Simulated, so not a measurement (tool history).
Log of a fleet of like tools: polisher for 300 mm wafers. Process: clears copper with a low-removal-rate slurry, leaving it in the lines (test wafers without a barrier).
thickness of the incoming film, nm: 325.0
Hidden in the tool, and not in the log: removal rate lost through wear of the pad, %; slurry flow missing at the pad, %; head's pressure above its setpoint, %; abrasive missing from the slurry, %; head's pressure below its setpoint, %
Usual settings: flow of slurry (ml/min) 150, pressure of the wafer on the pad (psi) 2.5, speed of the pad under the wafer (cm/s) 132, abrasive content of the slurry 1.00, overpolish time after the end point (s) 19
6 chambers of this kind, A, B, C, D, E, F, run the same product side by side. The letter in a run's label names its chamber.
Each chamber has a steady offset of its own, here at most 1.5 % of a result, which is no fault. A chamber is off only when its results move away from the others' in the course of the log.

| run | day | flow of slurry (ml/min) | pressure of the wafer on the pad (psi) | speed of the pad under the wafer (cm/s) | abrasive content of the slurry | overpolish time after the end point (s) | wafers polished on this pad | hours since the slurry nozzle was cleaned | hours since the head pressure was calibrated | hours since the slurry blender was calibrated | time until the end point was called (s) | dishing of a wide line in a test structure (nm) |
|---|---|---|---|---|---|---|---|---|---|---|---|---|
|  | 0.025 | chamber E: slurry blender recalibrated |
| 1F | 0.112 | 150 | 2.5 | 132 | 1.00 | 19 | 124 | 612.8 | 260.4 | 168.0 | 91.258 | 42.478 |
| 2D | 0.296 | 150 | 2.5 | 132 | 1.00 | 19 | 1060 | 145.7 | 779.2 | 194.1 | 89.954 | 43.753 |
|  | 0.338 | chamber D: slurry blender recalibrated |
| 3B | 0.425 | 150 | 2.5 | 132 | 1.00 | 19 | 278 | 194.8 | 637.0 | 158.1 | 88.892 | 44.006 |
| 4A | 0.583 | 150 | 2.5 | 132 | 1.00 | 19 | 306 | 66.0 | 1158.3 | 21.9 | 91.304 | 44.527 |
|  | 0.675 | chamber D: worn pad replaced by a new one |
| 5C | 0.733 | 150 | 2.1 | 132 | 0.85 | 19 | 731 | 47.6 | 1377.6 | 28.7 | 108.980 | 37.466 |
| 6E | 0.904 | 150 | 2.1 | 132 | 0.85 | 19 | 479 | 641.7 | 142.2 | 21.2 | 110.750 | 37.408 |
| 7D | 1.100 | 150 | 2.1 | 132 | 0.85 | 19 | 124 | 165.0 | 798.5 | 18.4 | 109.890 | 37.682 |
| 8E | 1.250 | 150 | 2.1 | 132 | 0.85 | 19 | 580 | 650.0 | 150.5 | 29.5 | 111.030 | 39.572 |
|  | 1.342 | chamber C: worn pad replaced by a new one |
| 9F | 1.350 | 150 | 2.1 | 132 | 0.85 | 19 | 487 | 642.5 | 290.1 | 197.7 | 109.890 | 36.028 |
| 10B | 1.554 | 150 | 2.1 | 132 | 0.85 | 19 | 609 | 221.9 | 664.1 | 185.2 | 109.170 | 36.622 |
| 11C | 1.692 | 150 | 2.5 | 132 | 1.00 | 19 | 103 | 70.6 | 1400.6 | 51.7 | 89.513 | 45.147 |
| 12A | 1.879 | 150 | 2.5 | 132 | 1.00 | 19 | 686 | 97.1 | 1189.4 | 53.0 | 88.459 | 44.392 |
|  | 1.988 | chamber B: worn pad replaced by a new one |
|  | 2.046 | chamber E: worn pad replaced by a new one |
| 13F | 2.050 | 150 | 2.5 | 132 | 1.00 | 19 | 692 | 659.3 | 306.9 | 214.5 | 90.845 | 43.375 |
| 14D | 2.188 | 150 | 2.5 | 132 | 1.00 | 19 | 444 | 191.1 | 824.6 | 44.5 | 89.583 | 44.664 |
|  | 2.371 | chamber B: slurry blender recalibrated |
| 15A | 2.400 | 150 | 2.5 | 132 | 1.00 | 19 | 839 | 109.6 | 1201.9 | 65.5 | 89.488 | 44.039 |
| 16C | 2.608 | 150 | 2.5 | 132 | 1.00 | 19 | 372 | 92.6 | 1422.6 | 73.7 | 89.263 | 46.880 |
|  | 2.629 | chamber F: slurry blender recalibrated |
| 17B | 2.733 | 150 | 2.5 | 132 | 1.00 | 19 | 219 | 250.2 | 692.4 | 8.8 | 89.515 | 44.516 |
|  | 2.808 | chamber B: head pressure recalibrated |
| 18E | 2.904 | 150 | 2.5 | 132 | 1.00 | 19 | 253 | 689.7 | 190.2 | 69.2 | 89.679 | 46.712 |
|  | 3.050 | chamber D: slurry nozzle cleaned |
| 19D | 3.112 | 150 | 2.5 | 132 | 1.00 | 19 | 715 | 1.5 | 846.8 | 66.7 | 88.942 | 45.275 |
| 20F | 3.275 | 150 | 2.5 | 132 | 1.00 | 19 | 1052 | 688.7 | 336.3 | 15.6 | 91.080 | 43.787 |
| 21A | 3.462 | 150 | 2.5 | 132 | 1.00 | 19 | 1151 | 135.1 | 1227.4 | 91.0 | 88.873 | 44.728 |
|  | 3.508 | chamber A: worn pad replaced by a new one |
| 22C | 3.612 | 150 | 2.5 | 132 | 1.00 | 19 | 667 | 116.7 | 1446.7 | 97.8 | 90.523 | 46.556 |
|  | 3.671 | chamber A: head pressure recalibrated |
| 23E | 3.738 | 150 | 2.5 | 132 | 1.00 | 19 | 497 | 709.7 | 210.2 | 89.2 | 90.837 | 44.203 |
|  | 3.838 | chamber F: worn pad replaced by a new one |
|  | 3.879 | chamber C: head pressure recalibrated |
| 24B | 3.925 | 150 | 2.5 | 132 | 1.00 | 24 | 569 | 278.8 | 26.9 | 37.4 | 95.899 | 50.742 |
|  | 3.983 | chamber F: head pressure recalibrated |
| 25A | 4.033 | 150 | 2.5 | 132 | 1.00 | 24 | 154 | 148.8 | 8.7 | 104.7 | 89.425 | 54.439 |
|  | 4.092 | chamber D: head pressure recalibrated |
| 26F | 4.200 | 150 | 2.5 | 132 | 1.00 | 24 | 107 | 710.9 | 5.3 | 37.8 | 90.276 | 52.379 |
|  | 4.383 | chamber D: worn pad replaced by a new one |
| 27D | 4.400 | 150 | 2.5 | 132 | 1.00 | 24 | 5 | 32.4 | 7.5 | 97.6 | 89.398 | 51.546 |
| 28C | 4.600 | 150 | 2.5 | 132 | 1.00 | 24 | 957 | 140.4 | 17.4 | 121.5 | 88.939 | 53.350 |
| 29B | 4.729 | 150 | 2.5 | 132 | 1.00 | 24 | 805 | 298.1 | 46.2 | 56.7 | 94.276 | 49.988 |
| 30E | 4.879 | 150 | 2.5 | 110 | 1.00 | 19 | 832 | 737.1 | 237.6 | 116.6 | 107.570 | 38.548 |
|  | 4.938 | chamber C: worn pad replaced by a new one |
| 31B | 5.029 | 150 | 2.5 | 110 | 1.00 | 19 | 893 | 305.3 | 53.4 | 63.9 | 113.500 | 35.656 |
|  | 5.042 | chamber F: slurry nozzle cleaned |
|  | 5.088 | chamber E: worn pad replaced by a new one |
| 32D | 5.179 | 150 | 2.5 | 110 | 1.00 | 19 | 234 | 51.1 | 26.2 | 116.3 | 108.660 | 37.779 |
|  | 5.208 | chamber B: worn pad replaced by a new one |
| 33C | 5.321 | 150 | 2.5 | 110 | 1.00 | 19 | 113 | 157.7 | 34.7 | 138.8 | 108.910 | 39.730 |
| 34A | 5.512 | 150 | 2.5 | 110 | 1.00 | 19 | 588 | 184.3 | 44.2 | 140.2 | 108.710 | 38.501 |
| 35F | 5.708 | 150 | 2.5 | 110 | 1.00 | 19 | 549 | 16.0 | 41.5 | 74.0 | 108.590 | 38.442 |
| 36E | 5.912 | 105 | 2.5 | 132 | 1.00 | 27 | 242 | 761.9 | 262.4 | 141.4 | 95.988 | 55.535 |
| 37B | 6.067 | 105 | 2.5 | 132 | 1.00 | 27 | 252 | 330.2 | 78.3 | 88.8 | 101.150 | 52.112 |
| 38A | 6.221 | 105 | 2.5 | 132 | 1.00 | 27 | 796 | 201.3 | 61.2 | 157.2 | 96.539 | 53.341 |
| 39E | 6.429 | 105 | 2.5 | 132 | 1.00 | 27 | 393 | 774.3 | 274.8 | 153.8 | 97.030 | 56.489 |

Is one chamber off against the others, does the gauge drift, or is nothing wrong? If a chamber is off, say which, and what the likeliest cause is.

A service left chamber B off against the others.
Cause: head's pressure below its setpoint, % = 5.72.

Here are 4 candidates for chamber B's next run, each the usual settings with a change, their results left as question marks. Which one brings its results back in line with what the others give on the usual settings?
In line means no further than this from the other chambers' mean on the usual settings: time until the end point was called (s) 2.700; dishing of a wide line in a test structure (nm) 3.800
| 40B-1 | 6.583 | 150 | 2.6 | 140 | 1.00 | 20 |  |  |  |  | ? | ? |
| 40B-2 | 6.583 | 150 | 2.4 | 124 | 1.00 | 18 |  |  |  |  | ? | ? |
| 40B-3 | 6.583 | 150 | 2.4 | 130 | 1.00 | 19 |  |  |  |  | ? | ? |
| 40B-4 | 6.583 | 150 | 2.6 | 134 | 1.00 | 20 |  |  |  |  | ? | ? |

The other chambers' mean on the usual settings: time until the end point was called (s) 90.033; dishing of a wide line in a test structure (nm) 44.569
| run | time until the end point was called (s) | dishing of a wide line in a test structure (nm) |
|---|---|---|
| 40B-1 | 85.827 | 48.133 |
| 40B-2 | 104.870 | 37.371 |
| 40B-3 | 100.020 | 40.623 |
| 40B-4 | 89.677 | 46.500 |
40B-4 brings the chamber back in line.

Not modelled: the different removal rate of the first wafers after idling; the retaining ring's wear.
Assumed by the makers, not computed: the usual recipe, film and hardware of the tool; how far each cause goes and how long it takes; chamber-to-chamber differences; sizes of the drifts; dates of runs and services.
